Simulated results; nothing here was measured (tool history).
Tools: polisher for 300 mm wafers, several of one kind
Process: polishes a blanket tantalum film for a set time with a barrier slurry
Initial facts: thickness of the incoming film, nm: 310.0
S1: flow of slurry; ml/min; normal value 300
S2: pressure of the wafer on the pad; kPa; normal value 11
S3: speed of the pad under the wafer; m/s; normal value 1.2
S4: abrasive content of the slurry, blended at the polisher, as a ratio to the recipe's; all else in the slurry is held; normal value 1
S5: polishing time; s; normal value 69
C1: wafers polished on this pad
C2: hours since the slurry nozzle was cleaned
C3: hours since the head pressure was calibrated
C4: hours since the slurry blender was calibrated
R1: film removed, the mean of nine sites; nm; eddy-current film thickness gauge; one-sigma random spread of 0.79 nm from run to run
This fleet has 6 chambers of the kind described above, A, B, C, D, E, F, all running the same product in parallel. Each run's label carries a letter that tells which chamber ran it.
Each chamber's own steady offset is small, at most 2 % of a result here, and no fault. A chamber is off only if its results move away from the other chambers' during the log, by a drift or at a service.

run   hour   S1  S2    S3  S4  S5    C1     C2     C3     C4      R1
       6.3  -- chamber B: slurry blender recalibrated
         7  -- chamber B: worn pad replaced by a new one
 1E    8.7  300  11   1.2   1  69   513  231.9  496.3  161.8  95.685
 2A   16.1  300  11   1.2   1  69   157  388.3  250.1  388.2  95.329
 3C   26.3  300  11   1.2   1  69   311  448.9    181   42.9  96.679
 4D   36.1  300  11   1.2   1  69   576  126.2  652.3   97.5  96.288
 5F   42.3  300  11   1.2   1  69  1154  465.6  137.1  264.7  97.324
 6B   46.9  300  11   1.2   1  69   355  597.7  409.2   40.7  96.951
      49.1  -- chamber A: slurry blender recalibrated
 7B   51.6  300  11   1.2   1  69   397  602.4  413.9   45.4  96.932
 8A     59  300  11   1.2   1  69   538  431.2    293     10  97.269
      60.2  -- chamber A: worn pad replaced by a new one
 9D   63.8  300  11   1.2   1  69   822  153.9    680  125.2  94.995
10E   71.7  255  11  1.42   1  69  1073  294.9  559.3  224.8   111.6
11F   76.3  255  11  1.42   1  69  1456  499.6  171.1  298.7  111.67
      76.6  -- chamber E: worn pad replaced by a new one
      77.2  -- chamber D: worn pad replaced by a new one
12C   83.8  255  11  1.42   1  69   823  506.4  238.5  100.4  112.06
      85.7  -- chamber F: worn pad replaced by a new one
        88  -- chamber B: worn pad replaced by a new one
13A   90.3  255  11  1.42   1  69   268  462.5  324.3   41.3  112.62
14D   97.4  255  11  1.42   1  69   180  187.5  713.6  158.8  112.28
15E  102.2  255  11  1.42   1  69   228  325.4  589.8  255.3  113.57
     105.1  -- chamber D: slurry blender recalibrated
16C  111.8  300  11   1.2   1  69  1072  534.4  266.5  128.4   96.27
     114.5  -- chamber C: worn pad replaced by a new one
     114.8  -- chamber A: worn pad replaced by a new one
     116.3  -- chamber B: slurry blender recalibrated
     117.1  -- chamber B: slurry nozzle cleaned
17F    119  300  11   1.2   1  69   296  542.3  213.8  341.4  97.627
18B  128.4  300  11  1.48   1  51   359   11.3  490.7   12.2  86.501
     138.1  -- chamber E: slurry blender recalibrated
19F  138.8  300  11  1.48   1  51   473  562.1  233.6  361.2  87.372
20C  148.2  300  11  1.48   1  51   300  570.8  302.9  164.8  88.093
     153.3  -- chamber B: worn pad replaced by a new one
21D  154.4  300  11  1.48   1  51   687  244.5  770.6   49.3  87.316
22E  162.8  300  11  1.48   1  51   767    386  650.4   24.7  88.714
23A  171.4  300  11  1.48   1  51   504  543.6  405.4  122.4  88.012
     172.2  -- chamber A: worn pad replaced by a new one
24B    179  300  11   1.2   1  69   228   61.9  541.3   62.8   98.19
25A  183.7  370  11   1.2   1  69   103  555.9  417.7  134.7  98.175
     185.5  -- chamber D: worn pad replaced by a new one
26E  193.9  370  11   1.2   1  69  1043  417.1  681.5   55.8  98.347
27D  200.7  370  11   1.2   1  69   135  290.8  816.9   95.6  96.101
     206.9  -- chamber F: slurry blender recalibrated
28F  207.6  370  11   1.2   1  69  1085  630.9  302.4    0.7  94.221
29B  212.8  370  11   1.2   1  69   529   95.7  575.1   96.6  97.415
     215.6  -- chamber B: slurry blender recalibrated
       219  -- chamber B: worn pad replaced by a new one
30C  221.8  370  11   1.2   1  69   955  644.4  376.5  238.4  98.538
     225.7  -- chamber E: worn pad replaced by a new one
31C  227.8  300  11   1.2   1  69  1008  650.4  382.5  244.4  97.792
     228.3  -- chamber C: worn pad replaced by a new one
     231.8  -- chamber A: worn pad replaced by a new one
32A  236.4  300  11   1.2   1  69    41  608.6  470.4  187.4  95.918
33F  245.5  235  11   1.2   1  46  1422  668.8  340.3   38.6  58.826
     250.9  -- chamber C: slurry blender recalibrated
34B  252.3  235  11   1.2   1  46   296  135.2  614.6   36.8  62.238
35E  258.7  235  11   1.2   1  46   293  481.9  746.3  120.6  62.999
     262.2  -- chamber B: head pressure recalibrated
36D    269  235  11   1.2   1  46   743  359.1  885.2  163.9    61.9
37B    279  235  11   1.2   1  46   534  161.9   16.8   63.5  62.448
38C  283.9  235  11   1.2   1  46   495  706.5  438.6   33.1  61.998
39E  289.8  300  11   1.2   1  69   570    513  777.4  151.7   95.23

Read the log: is a single chamber off, either drifting away or since a service, is the gauge that measures every chamber drifting, or is nothing wrong beyond small per-chamber offsets? Name any odd chamber and what most likely caused it.

Little by little, chamber F moves away from the other chambers.
Most likely cause: head's pressure below its setpoint, % = 7.9.
With only this log, it may be confused with: removal rate lost through wear of the pad, %.

Here are 4 candidates for chamber F's next run, each the usual settings with a change, their results left as question marks. Which one brings its results back in line with what the others give on the usual settings?
Allowed miss from the other chambers' usual-settings mean, per result, to count as in line: R1 2.7 nm
40F-1  297.4  300  11.7   1.2   1  69                   ?
40F-2  297.4  300    11  1.22   1  69                   ?
40F-3  297.4  300    11  1.16   1  67                   ?
40F-4  297.4  300    11  1.18   1  68                   ?

Average result of the remaining chambers running the usual settings: R1 96.045 nm
  run      R1
40F-1  94.647
40F-2  90.577
40F-3  83.651
40F-4  86.355
40F-1 is the one that brings the chamber's results back in line with the other chambers.
